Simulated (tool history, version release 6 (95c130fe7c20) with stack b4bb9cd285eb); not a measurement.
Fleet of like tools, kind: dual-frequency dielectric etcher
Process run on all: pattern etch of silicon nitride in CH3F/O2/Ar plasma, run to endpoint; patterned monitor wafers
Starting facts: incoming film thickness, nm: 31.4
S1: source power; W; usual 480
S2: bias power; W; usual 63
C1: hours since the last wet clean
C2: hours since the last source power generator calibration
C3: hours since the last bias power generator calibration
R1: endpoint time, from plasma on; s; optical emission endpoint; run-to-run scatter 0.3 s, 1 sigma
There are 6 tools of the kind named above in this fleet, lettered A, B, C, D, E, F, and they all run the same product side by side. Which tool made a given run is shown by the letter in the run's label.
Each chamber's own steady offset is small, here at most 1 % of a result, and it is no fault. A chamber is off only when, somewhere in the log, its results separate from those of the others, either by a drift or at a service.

run,hour,S1,S2,C1,C2,C3,R1
1B,9.5,480,63,465.1,253.8,1429.4,44.539
2E,20.9,480,63,355.1,918.4,1517.7,44.364
3A,28.7,480,63,220.3,2128.5,1730.9,44.563
# hour 31.7: chamber C: wet clean of the chamber
# hour 35.0: chamber B: wet clean of the chamber
4F,40.5,480,63,341.9,2356.8,2525.1,44.619
5C,50.5,370,63,18.9,2162.9,740.7,49.093
6D,57.5,370,63,337.9,866.8,2128.4,48.466
7B,67.0,370,63,32.1,311.3,1486.9,49.525
8A,74.1,370,63,265.7,2173.9,1776.3,49.171
9D,83.2,370,63,363.6,892.5,2154.1,48.737
10E,89.2,370,63,423.4,986.7,1586.0,49.893
11C,97.6,430,63,66.0,2210.0,787.8,45.969
12F,106.7,430,63,408.1,2423.0,2591.3,46.418
13F,116.2,430,63,417.6,2432.5,2600.8,46.769
# hour 124.1: chamber E: wet clean of the chamber
14C,125.0,430,63,93.4,2237.4,815.2,46.360
15D,132.3,430,63,412.7,941.6,2203.2,45.915
16B,144.8,430,63,109.9,389.1,1564.7,46.138
17A,151.5,430,63,343.1,2251.3,1853.7,46.602
18E,162.7,430,63,38.7,1060.2,1659.5,48.408
19C,170.8,430,63,139.2,2283.2,861.0,46.683
# hour 177.9: chamber D: wet clean of the chamber
20B,180.9,430,63,146.0,425.2,1600.8,45.784
21E,187.1,430,63,63.1,1084.6,1683.9,48.678
# hour 190.0: chamber F: wet clean of the chamber
22A,198.1,430,63,389.7,2297.9,1900.3,46.781
23D,205.4,480,63,27.6,1014.7,2276.3,44.274
24F,217.5,480,63,27.6,2533.8,2702.1,44.685
25D,229.8,480,63,52.0,1039.1,2300.7,43.958
26A,236.8,480,63,428.4,2336.6,1939.0,44.606
27C,248.2,480,63,216.6,2360.6,938.4,44.218
28B,259.9,440,63,225.0,504.2,1679.8,46.070
29E,271.3,440,63,147.3,1168.8,1768.1,48.466
30F,277.2,440,63,87.3,2593.5,2761.8,46.264
31D,287.4,440,63,109.6,1096.7,2358.3,46.008
32E,293.8,440,63,169.8,1191.3,1790.6,47.955
33A,301.6,440,63,493.2,2401.4,2003.8,45.989
# hour 308.4: chamber E: bias power generator calibrated
34C,311.6,480,63,280.0,2424.0,1001.8,44.079
35B,322.2,380,63,287.3,566.5,1742.1,48.931
36F,329.4,380,63,139.5,2645.7,2814.0,49.077
37B,338.3,380,63,303.4,582.6,1758.2,48.050
38C,349.7,380,63,318.1,2462.1,1039.9,48.158
39F,356.7,380,63,166.8,2673.0,2841.3,49.048
# hour 362.7: chamber D: bias power generator calibrated
40A,363.3,380,63,554.9,2463.1,2065.5,47.563
41E,372.2,480,63,248.2,1269.7,63.9,46.969
42D,384.6,480,63,206.8,1193.9,21.9,43.771

All 6 chambers run these settings next. Forecast each chamber's results:
43A,393.7,480,63,,,,?
43B,393.7,480,63,,,,?
43C,393.7,480,63,,,,?
43D,393.7,480,63,,,,?
43E,393.7,480,63,,,,?
43F,393.7,480,63,,,,?

run,R1
43A,44.639
43B,45.034
43C,43.884
43D,43.951
43E,47.137
43F,44.761
